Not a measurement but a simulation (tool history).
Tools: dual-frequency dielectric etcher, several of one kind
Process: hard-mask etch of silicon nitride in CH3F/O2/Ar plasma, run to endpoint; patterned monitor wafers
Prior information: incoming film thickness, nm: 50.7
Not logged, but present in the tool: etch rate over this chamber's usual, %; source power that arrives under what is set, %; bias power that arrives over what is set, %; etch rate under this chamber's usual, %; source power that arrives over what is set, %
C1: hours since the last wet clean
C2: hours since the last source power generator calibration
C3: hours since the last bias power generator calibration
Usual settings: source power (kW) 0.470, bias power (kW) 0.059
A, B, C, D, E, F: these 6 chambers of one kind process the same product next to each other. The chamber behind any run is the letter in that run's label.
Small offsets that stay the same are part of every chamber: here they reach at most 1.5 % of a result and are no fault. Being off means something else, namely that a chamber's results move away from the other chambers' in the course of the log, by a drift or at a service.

run 1D hour=15.2 | source_power_(kW)=0.470 bias_power_(kW)=0.059 | C1=450.2 C2=926.6 C3=3348.2 | endpoint_time_(s)=73.163
run 2B hour=28.5 | source_power_(kW)=0.470 bias_power_(kW)=0.059 | C1=193.1 C2=897.6 C3=1697.0 | endpoint_time_(s)=73.664
-- hour=32.3 chamber F: wet clean of the chamber
run 3A hour=43.3 | source_power_(kW)=0.470 bias_power_(kW)=0.059 | C1=114.1 C2=3148.6 C3=4101.9 | endpoint_time_(s)=74.184
run 4F hour=50.6 | source_power_(kW)=0.470 bias_power_(kW)=0.059 | C1=18.3 C2=1043.2 C3=2404.5 | endpoint_time_(s)=74.071
run 5E hour=58.0 | source_power_(kW)=0.470 bias_power_(kW)=0.059 | C1=303.5 C2=619.6 C3=790.0 | endpoint_time_(s)=74.198
run 6C hour=68.2 | source_power_(kW)=0.530 bias_power_(kW)=0.059 | C1=149.8 C2=1315.6 C3=1362.3 | endpoint_time_(s)=70.592
run 7F hour=75.1 | source_power_(kW)=0.530 bias_power_(kW)=0.059 | C1=42.8 C2=1067.7 C3=2429.0 | endpoint_time_(s)=70.714
run 8D hour=88.7 | source_power_(kW)=0.530 bias_power_(kW)=0.059 | C1=523.7 C2=1000.1 C3=3421.7 | endpoint_time_(s)=69.969
run 9A hour=97.9 | source_power_(kW)=0.530 bias_power_(kW)=0.059 | C1=168.7 C2=3203.2 C3=4156.5 | endpoint_time_(s)=70.607
run 10C hour=111.3 | source_power_(kW)=0.530 bias_power_(kW)=0.059 | C1=192.9 C2=1358.7 C3=1405.4 | endpoint_time_(s)=70.899
run 11B hour=122.7 | source_power_(kW)=0.530 bias_power_(kW)=0.059 | C1=287.3 C2=991.8 C3=1791.2 | endpoint_time_(s)=70.658
run 12E hour=130.6 | source_power_(kW)=0.470 bias_power_(kW)=0.059 | C1=376.1 C2=692.2 C3=862.6 | endpoint_time_(s)=74.231
run 13E hour=137.9 | source_power_(kW)=0.470 bias_power_(kW)=0.059 | C1=383.4 C2=699.5 C3=869.9 | endpoint_time_(s)=73.934
-- hour=138.8 chamber E: wet clean of the chamber
run 14F hour=152.4 | source_power_(kW)=0.470 bias_power_(kW)=0.059 | C1=120.1 C2=1145.0 C3=2506.3 | endpoint_time_(s)=74.105
run 15D hour=165.8 | source_power_(kW)=0.470 bias_power_(kW)=0.059 | C1=600.8 C2=1077.2 C3=3498.8 | endpoint_time_(s)=73.277
run 16B hour=180.9 | source_power_(kW)=0.470 bias_power_(kW)=0.059 | C1=345.5 C2=1050.0 C3=1849.4 | endpoint_time_(s)=73.972
run 17A hour=189.7 | source_power_(kW)=0.470 bias_power_(kW)=0.059 | C1=260.5 C2=3295.0 C3=4248.3 | endpoint_time_(s)=73.695
run 18C hour=199.4 | source_power_(kW)=0.470 bias_power_(kW)=0.059 | C1=281.0 C2=1446.8 C3=1493.5 | endpoint_time_(s)=73.991
run 19C hour=209.2 | source_power_(kW)=0.470 bias_power_(kW)=0.059 | C1=290.8 C2=1456.6 C3=1503.3 | endpoint_time_(s)=74.332
-- hour=212.4 chamber D: wet clean of the chamber
run 20F hour=222.5 | source_power_(kW)=0.470 bias_power_(kW)=0.059 | C1=190.2 C2=1215.1 C3=2576.4 | endpoint_time_(s)=74.329
run 21D hour=230.7 | source_power_(kW)=0.470 bias_power_(kW)=0.059 | C1=18.4 C2=1142.1 C3=3563.7 | endpoint_time_(s)=73.049
run 22E hour=243.4 | source_power_(kW)=0.470 bias_power_(kW)=0.059 | C1=104.6 C2=805.0 C3=975.4 | endpoint_time_(s)=74.257
run 23A hour=251.1 | source_power_(kW)=0.470 bias_power_(kW)=0.059 | C1=321.9 C2=3356.4 C3=4309.7 | endpoint_time_(s)=73.297
run 24B hour=259.9 | source_power_(kW)=0.470 bias_power_(kW)=0.059 | C1=424.5 C2=1129.0 C3=1928.4 | endpoint_time_(s)=74.805
-- hour=260.0 chamber A: bias power generator calibrated
run 25F hour=271.9 | source_power_(kW)=0.470 bias_power_(kW)=0.059 | C1=239.6 C2=1264.5 C3=2625.8 | endpoint_time_(s)=74.104
run 26A hour=282.3 | source_power_(kW)=0.550 bias_power_(kW)=0.059 | C1=353.1 C2=3387.6 C3=22.3 | endpoint_time_(s)=69.322
run 27B hour=297.0 | source_power_(kW)=0.550 bias_power_(kW)=0.059 | C1=461.6 C2=1166.1 C3=1965.5 | endpoint_time_(s)=70.734
run 28E hour=309.7 | source_power_(kW)=0.550 bias_power_(kW)=0.059 | C1=170.9 C2=871.3 C3=1041.7 | endpoint_time_(s)=69.843
run 29D hour=321.3 | source_power_(kW)=0.550 bias_power_(kW)=0.059 | C1=109.0 C2=1232.7 C3=3654.3 | endpoint_time_(s)=68.766
run 30C hour=334.6 | source_power_(kW)=0.550 bias_power_(kW)=0.059 | C1=416.2 C2=1582.0 C3=1628.7 | endpoint_time_(s)=69.821
-- hour=336.7 chamber A: wet clean of the chamber
run 31A hour=341.7 | source_power_(kW)=0.550 bias_power_(kW)=0.059 | C1=5.1 C2=3447.0 C3=81.7 | endpoint_time_(s)=69.980
run 32D hour=349.4 | source_power_(kW)=0.470 bias_power_(kW)=0.064 | C1=137.1 C2=1260.8 C3=3682.4 | endpoint_time_(s)=71.157
run 33C hour=360.8 | source_power_(kW)=0.470 bias_power_(kW)=0.064 | C1=442.4 C2=1608.2 C3=1654.9 | endpoint_time_(s)=72.183
run 34E hour=373.8 | source_power_(kW)=0.470 bias_power_(kW)=0.064 | C1=235.0 C2=935.4 C3=1105.8 | endpoint_time_(s)=72.036
run 35B hour=389.1 | source_power_(kW)=0.470 bias_power_(kW)=0.064 | C1=553.7 C2=1258.2 C3=2057.6 | endpoint_time_(s)=74.598
run 36F hour=397.9 | source_power_(kW)=0.470 bias_power_(kW)=0.064 | C1=365.6 C2=1390.5 C3=2751.8 | endpoint_time_(s)=72.601
run 37D hour=412.5 | source_power_(kW)=0.470 bias_power_(kW)=0.064 | C1=200.2 C2=1323.9 C3=3745.5 | endpoint_time_(s)=71.032

Does one chamber stand apart from the rest, does the shared gauge drift, or is all well apart from small per-chamber offsets? Give the chamber and the most likely cause, where there is one.

Chamber B drifts away from the others.
Cause: etch rate under this chamber's usual, % = 3.89.

Which of the 4 candidates below, each the usual settings with something changed and its results left as question marks, puts chamber B back in line with what the other chambers give on the usual settings?
In line means no further than this from the other chambers' mean on the usual settings: endpoint time (s) 0.830
run 38B-1 hour=423.6 | source_power_(kW)=0.470 bias_power_(kW)=0.071 | endpoint_time_(s)=?
run 38B-2 hour=423.6 | source_power_(kW)=0.430 bias_power_(kW)=0.055 | endpoint_time_(s)=?
run 38B-3 hour=423.6 | source_power_(kW)=0.430 bias_power_(kW)=0.059 | endpoint_time_(s)=?
run 38B-4 hour=423.6 | source_power_(kW)=0.500 bias_power_(kW)=0.062 | endpoint_time_(s)=?

What the other chambers average on the usual settings: endpoint time (s) 73.998
run=38B-1 endpoint_time_(s)=72.285
run=38B-2 endpoint_time_(s)=81.299
run=38B-3 endpoint_time_(s)=79.506
run=38B-4 endpoint_time_(s)=73.760
With 38B-4, the chamber falls back in line with the rest.
